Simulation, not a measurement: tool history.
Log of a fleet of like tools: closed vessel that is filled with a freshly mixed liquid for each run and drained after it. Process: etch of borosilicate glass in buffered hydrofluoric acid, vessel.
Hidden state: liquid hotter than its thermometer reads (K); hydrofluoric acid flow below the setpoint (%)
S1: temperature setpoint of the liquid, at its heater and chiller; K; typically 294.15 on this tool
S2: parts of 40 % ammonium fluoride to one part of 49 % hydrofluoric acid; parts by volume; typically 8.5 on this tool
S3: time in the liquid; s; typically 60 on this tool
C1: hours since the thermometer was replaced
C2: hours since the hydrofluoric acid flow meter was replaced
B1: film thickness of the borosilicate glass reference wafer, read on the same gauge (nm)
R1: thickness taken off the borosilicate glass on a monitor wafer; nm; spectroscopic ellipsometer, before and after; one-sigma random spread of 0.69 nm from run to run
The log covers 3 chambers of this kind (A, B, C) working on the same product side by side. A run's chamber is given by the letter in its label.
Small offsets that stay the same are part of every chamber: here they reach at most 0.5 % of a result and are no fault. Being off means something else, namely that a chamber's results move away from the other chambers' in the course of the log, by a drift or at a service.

run 1B hour=3.0 | S1=294.15 S2=8.5 S3=60 | C1=133.5 C2=646.7 | B1=110.00 | R1=70.808
run 2A hour=8.4 | S1=294.15 S2=8.5 S3=60 | C1=2404.8 C2=861.0 | B1=110.00 | R1=73.079
run 3C hour=14.0 | S1=294.15 S2=8.5 S3=60 | C1=574.9 C2=550.6 | B1=110.00 | R1=72.858
run 4A hour=17.9 | S1=294.15 S2=8.5 S3=60 | C1=2414.3 C2=870.5 | B1=110.01 | R1=72.237
run 5C hour=22.4 | S1=294.15 S2=8.5 S3=60 | C1=583.3 C2=559.0 | B1=110.00 | R1=73.326
run 6B hour=27.9 | S1=294.15 S2=8.5 S3=60 | C1=158.4 C2=671.6 | B1=110.01 | R1=72.333
run 7B hour=34.0 | S1=294.15 S2=8.5 S3=60 | C1=164.5 C2=677.7 | B1=110.00 | R1=71.778
run 8C hour=40.3 | S1=294.15 S2=8.5 S3=60 | C1=601.2 C2=576.9 | B1=109.99 | R1=74.103
run 9A hour=45.8 | S1=294.15 S2=8.5 S3=60 | C1=2442.2 C2=898.4 | B1=110.00 | R1=72.337
run 10C hour=51.3 | S1=294.15 S2=8.5 S3=60 | C1=612.2 C2=587.9 | B1=110.00 | R1=71.808
run 11B hour=55.9 | S1=294.15 S2=7.0 S3=60 | C1=186.4 C2=699.6 | B1=110.01 | R1=90.957
run 12A hour=59.4 | S1=294.15 S2=7.0 S3=60 | C1=2455.8 C2=912.0 | B1=110.02 | R1=90.856
run 13C hour=65.0 | S1=294.15 S2=7.0 S3=60 | C1=625.9 C2=601.6 | B1=110.02 | R1=89.008
run 14A hour=68.1 | S1=294.15 S2=8.5 S3=60 | C1=2464.5 C2=920.7 | B1=110.01 | R1=72.729
run 15B hour=71.3 | S1=294.15 S2=8.5 S3=60 | C1=201.8 C2=715.0 | B1=110.00 | R1=75.199
run 16A hour=74.3 | S1=294.15 S2=8.5 S3=60 | C1=2470.7 C2=926.9 | B1=110.01 | R1=73.515
run 17B hour=78.6 | S1=294.15 S2=8.5 S3=60 | C1=209.1 C2=722.3 | B1=109.99 | R1=74.738
run 18C hour=85.3 | S1=294.15 S2=8.5 S3=60 | C1=646.2 C2=621.9 | B1=110.00 | R1=72.500
-- hour=87.2 chamber C: thermometer replaced
run 19B hour=88.9 | S1=294.15 S2=8.5 S3=60 | C1=219.4 C2=732.6 | B1=110.00 | R1=75.857
run 20A hour=92.6 | S1=294.15 S2=8.5 S3=60 | C1=2489.0 C2=945.2 | B1=110.01 | R1=72.530
run 21C hour=98.0 | S1=294.15 S2=8.5 S3=60 | C1=10.8 C2=634.6 | B1=109.99 | R1=72.587
-- hour=99.0 chamber A: hydrofluoric acid flow meter replaced
run 22A hour=103.6 | S1=294.15 S2=8.5 S3=60 | C1=2500.0 C2=4.7 | B1=110.01 | R1=73.585
run 23C hour=107.9 | S1=294.15 S2=8.5 S3=60 | C1=20.7 C2=644.5 | B1=110.01 | R1=72.144
run 24B hour=112.8 | S1=294.15 S2=8.5 S3=60 | C1=243.3 C2=756.5 | B1=110.00 | R1=78.038
run 25B hour=116.6 | S1=294.15 S2=8.5 S3=60 | C1=247.1 C2=760.3 | B1=110.00 | R1=78.786
run 26A hour=122.3 | S1=294.15 S2=8.5 S3=60 | C1=2518.7 C2=23.4 | B1=110.00 | R1=72.739
run 27C hour=126.8 | S1=298.15 S2=8.5 S3=60 | C1=39.6 C2=663.4 | B1=109.99 | R1=89.234
run 28C hour=132.4 | S1=298.15 S2=8.5 S3=60 | C1=45.2 C2=669.0 | B1=109.98 | R1=90.203
run 29B hour=136.4 | S1=298.15 S2=8.5 S3=60 | C1=266.9 C2=780.1 | B1=110.00 | R1=99.812

One chamber off, gauge drift, or nothing amiss beyond the chambers' own small offsets? If it is a chamber, which one, and what is the likeliest cause?

One chamber, B, drifts off from the rest bit by bit.
Cause: liquid hotter than its thermometer reads (K) = 2.63.
The log might look much the same if the cause were instead: hydrofluoric acid flow above the setpoint (%).

Here are 4 candidates for chamber B's next run, each the usual settings with a change, their results left as question marks. Which one brings its results back in line with what the others give on the usual settings?
In-line tolerance around the mean of the other chambers on the usual settings: R1 2.400 nm
run 30B-1 hour=141.3 | S1=294.15 S2=9.0 S3=60 | R1=?
run 30B-2 hour=141.3 | S1=294.15 S2=8.5 S3=65 | R1=?
run 30B-3 hour=141.3 | S1=294.15 S2=10.0 S3=60 | R1=?
run 30B-4 hour=141.3 | S1=296.65 S2=8.5 S3=60 | R1=?

Usual-settings mean across the other chambers: R1 72.288 nm
run=30B-1 R1=77.668
run=30B-2 R1=89.463
run=30B-3 R1=72.324
run=30B-4 R1=94.401
With 30B-3, the chamber falls back in line with the rest.
